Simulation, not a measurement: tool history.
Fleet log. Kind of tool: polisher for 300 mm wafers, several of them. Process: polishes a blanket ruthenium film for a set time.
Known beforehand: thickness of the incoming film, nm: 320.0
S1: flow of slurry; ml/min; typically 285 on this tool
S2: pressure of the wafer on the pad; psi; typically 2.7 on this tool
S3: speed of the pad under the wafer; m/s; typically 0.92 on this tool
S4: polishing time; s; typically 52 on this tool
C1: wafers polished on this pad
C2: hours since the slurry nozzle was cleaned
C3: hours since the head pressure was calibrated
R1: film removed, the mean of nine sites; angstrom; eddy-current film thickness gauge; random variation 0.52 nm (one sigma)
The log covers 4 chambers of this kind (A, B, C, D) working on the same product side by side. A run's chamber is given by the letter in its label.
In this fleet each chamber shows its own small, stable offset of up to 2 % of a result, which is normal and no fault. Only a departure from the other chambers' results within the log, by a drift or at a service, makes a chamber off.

run 1D day=0.467 | S1=285 S2=2.7 S3=0.92 S4=52 | C1=422 C2=474.3 C3=173.8 | R1=615.59
run 2A day=0.792 | S1=285 S2=2.7 S3=0.92 S4=52 | C1=453 C2=42.5 C3=196.6 | R1=618.17
run 3B day=1.225 | S1=285 S2=2.7 S3=0.92 S4=52 | C1=673 C2=542.4 C3=174.9 | R1=623.76
run 4C day=1.546 | S1=285 S2=2.7 S3=0.92 S4=52 | C1=1025 C2=322.6 C3=453.9 | R1=604.49
run 5B day=1.854 | S1=285 S2=2.7 S3=0.92 S4=52 | C1=913 C2=557.5 C3=190 | R1=623.37
-- day=2.075 chamber C: worn pad replaced by a new one
run 6A day=2.167 | S1=285 S2=2.7 S3=0.92 S4=52 | C1=979 C2=75.5 C3=229.6 | R1=614.35
-- day=2.467 chamber A: worn pad replaced by a new one
run 7C day=2.625 | S1=285 S2=2.7 S3=0.92 S4=52 | C1=211 C2=348.5 C3=479.8 | R1=603.33
run 8D day=2.988 | S1=285 S2=2.2 S3=0.92 S4=52 | C1=1386 C2=534.8 C3=234.3 | R1=492.65
-- day=3.283 chamber B: worn pad replaced by a new one
run 9C day=3.338 | S1=285 S2=2.2 S3=0.92 S4=52 | C1=483 C2=365.6 C3=496.9 | R1=488.34
run 10A day=3.588 | S1=285 S2=2.2 S3=0.92 S4=52 | C1=429 C2=109.6 C3=263.7 | R1=494.05
run 11B day=3.975 | S1=285 S2=2.2 S3=0.92 S4=52 | C1=265 C2=608.4 C3=240.9 | R1=510.76
run 12D day=4.346 | S1=285 S2=2.7 S3=0.92 S4=52 | C1=1906 C2=567.4 C3=266.9 | R1=618.39
run 13B day=4.671 | S1=285 S2=2.7 S3=0.92 S4=52 | C1=531 C2=625.1 C3=257.6 | R1=628.34
-- day=4.883 chamber C: worn pad replaced by a new one
run 14C day=4.9 | S1=285 S2=2.7 S3=0.92 S4=52 | C1=6 C2=403.1 C3=534.4 | R1=599.81
run 15A day=5.333 | S1=285 S2=2.7 S3=0.92 S4=52 | C1=1097 C2=151.5 C3=305.6 | R1=620.18
-- day=5.35 chamber A: worn pad replaced by a new one
run 16D day=5.712 | S1=285 S2=2.7 S3=0.92 S4=52 | C1=2429 C2=600.2 C3=299.7 | R1=591.82
run 17B day=6.029 | S1=285 S2=2.7 S3=0.92 S4=52 | C1=1050 C2=657.7 C3=290.2 | R1=611.03
run 18C day=6.479 | S1=285 S2=2.7 S3=0.92 S4=52 | C1=610 C2=441 C3=572.3 | R1=609.15
-- day=6.7 chamber C: slurry nozzle cleaned
run 19A day=6.779 | S1=240 S2=2.7 S3=0.92 S4=68 | C1=547 C2=186.2 C3=340.3 | R1=775.87
-- day=7.025 chamber B: worn pad replaced by a new one
run 20D day=7.162 | S1=240 S2=2.7 S3=0.92 S4=68 | C1=2983 C2=635 C3=334.5 | R1=754.37
-- day=7.279 chamber C: worn pad replaced by a new one
run 21D day=7.538 | S1=240 S2=2.7 S3=0.92 S4=68 | C1=3127 C2=644 C3=343.5 | R1=766.7
run 22B day=7.933 | S1=240 S2=2.7 S3=0.92 S4=68 | C1=348 C2=703.4 C3=335.9 | R1=791.14
-- day=8.008 chamber A: worn pad replaced by a new one
run 23C day=8.188 | S1=285 S2=2.7 S3=0.92 S4=52 | C1=348 C2=35.8 C3=613.3 | R1=606.9
run 24A day=8.654 | S1=340 S2=2.7 S3=1.22 S4=52 | C1=247 C2=231.2 C3=385.3 | R1=824.18
run 25B day=8.862 | S1=340 S2=2.7 S3=1.22 S4=52 | C1=703 C2=725.7 C3=358.2 | R1=825.92
-- day=9.004 chamber B: slurry nozzle cleaned
run 26C day=9.254 | S1=340 S2=2.7 S3=1.22 S4=52 | C1=756 C2=61.4 C3=638.9 | R1=818.41
-- day=9.596 chamber D: slurry nozzle cleaned
run 27D day=9.658 | S1=340 S2=2.7 S3=1.22 S4=52 | C1=3938 C2=1.6 C3=394.4 | R1=795.59
-- day=9.992 chamber C: worn pad replaced by a new one
run 28A day=10.058 | S1=285 S2=2.7 S3=0.92 S4=52 | C1=784 C2=264.9 C3=419 | R1=611.36
run 29C day=10.479 | S1=285 S2=2.7 S3=0.92 S4=52 | C1=186 C2=90.8 C3=668.3 | R1=600.79
run 30A day=10.867 | S1=285 S2=2.7 S3=0.92 S4=52 | C1=1094 C2=284.3 C3=438.4 | R1=613.61
-- day=11.046 chamber B: worn pad replaced by a new one
-- day=11.104 chamber A: worn pad replaced by a new one
run 31D day=11.154 | S1=285 S2=2.7 S3=0.92 S4=52 | C1=4510 C2=37.5 C3=430.3 | R1=572.27
run 32B day=11.525 | S1=285 S2=2.7 S3=0.92 S4=52 | C1=183 C2=60.5 C3=422.1 | R1=617.22
run 33B day=11.971 | S1=285 S2=2.7 S3=0.92 S4=52 | C1=353 C2=71.2 C3=432.8 | R1=624.55
run 34D day=12.371 | S1=285 S2=2.7 S3=0.92 S4=52 | C1=4975 C2=66.7 C3=459.5 | R1=567.31
-- day=12.483 chamber C: worn pad replaced by a new one
run 35A day=12.65 | S1=285 S2=2.7 S3=0.92 S4=52 | C1=592 C2=327.1 C3=481.2 | R1=610.23
run 36C day=12.883 | S1=285 S2=2.7 S3=0.68 S4=42 | C1=154 C2=148.5 C3=726 | R1=359.49
run 37C day=13.242 | S1=285 S2=2.7 S3=0.68 S4=42 | C1=291 C2=157.1 C3=734.6 | R1=364.35
-- day=13.638 chamber A: worn pad replaced by a new one
run 38B day=13.675 | S1=285 S2=2.7 S3=0.68 S4=42 | C1=1005 C2=112.1 C3=473.7 | R1=364.95
run 39A day=14.079 | S1=285 S2=2.7 S3=0.68 S4=42 | C1=169 C2=361.4 C3=515.5 | R1=363.24

Read the log: is a single chamber off, either drifting away or since a service, is the gauge that measures every chamber drifting, or is nothing wrong beyond small per-chamber offsets? Name any odd chamber and what most likely caused it.

One chamber, D, drifts off from the rest bit by bit.
What lies behind it: removal rate lost through wear of the pad, % = 8.22.
With only this log, it may be confused with: head's pressure below its setpoint, %.

Which of the 4 candidates below, each the usual settings with something changed and its results left as question marks, puts chamber D back in line with what the other chambers give on the usual settings?
Counts as in line when no further than this from what the other chambers average on the usual settings: R1 18 angstrom
run 40D-1 day=14.412 | S1=285 S2=2.6 S3=0.9 S4=51 | R1=?
run 40D-2 day=14.412 | S1=285 S2=2.7 S3=0.92 S4=51 | R1=?
run 40D-3 day=14.412 | S1=285 S2=2.8 S3=0.92 S4=52 | R1=?
run 40D-4 day=14.412 | S1=285 S2=2.8 S3=0.94 S4=53 | R1=?

Average result of the remaining chambers running the usual settings: R1 609.72 angstrom
run=40D-1 R1=519.53
run=40D-2 R1=551.37
run=40D-3 R1=582.69
run=40D-4 R1=607
With 40D-4, the chamber falls back in line with the rest.
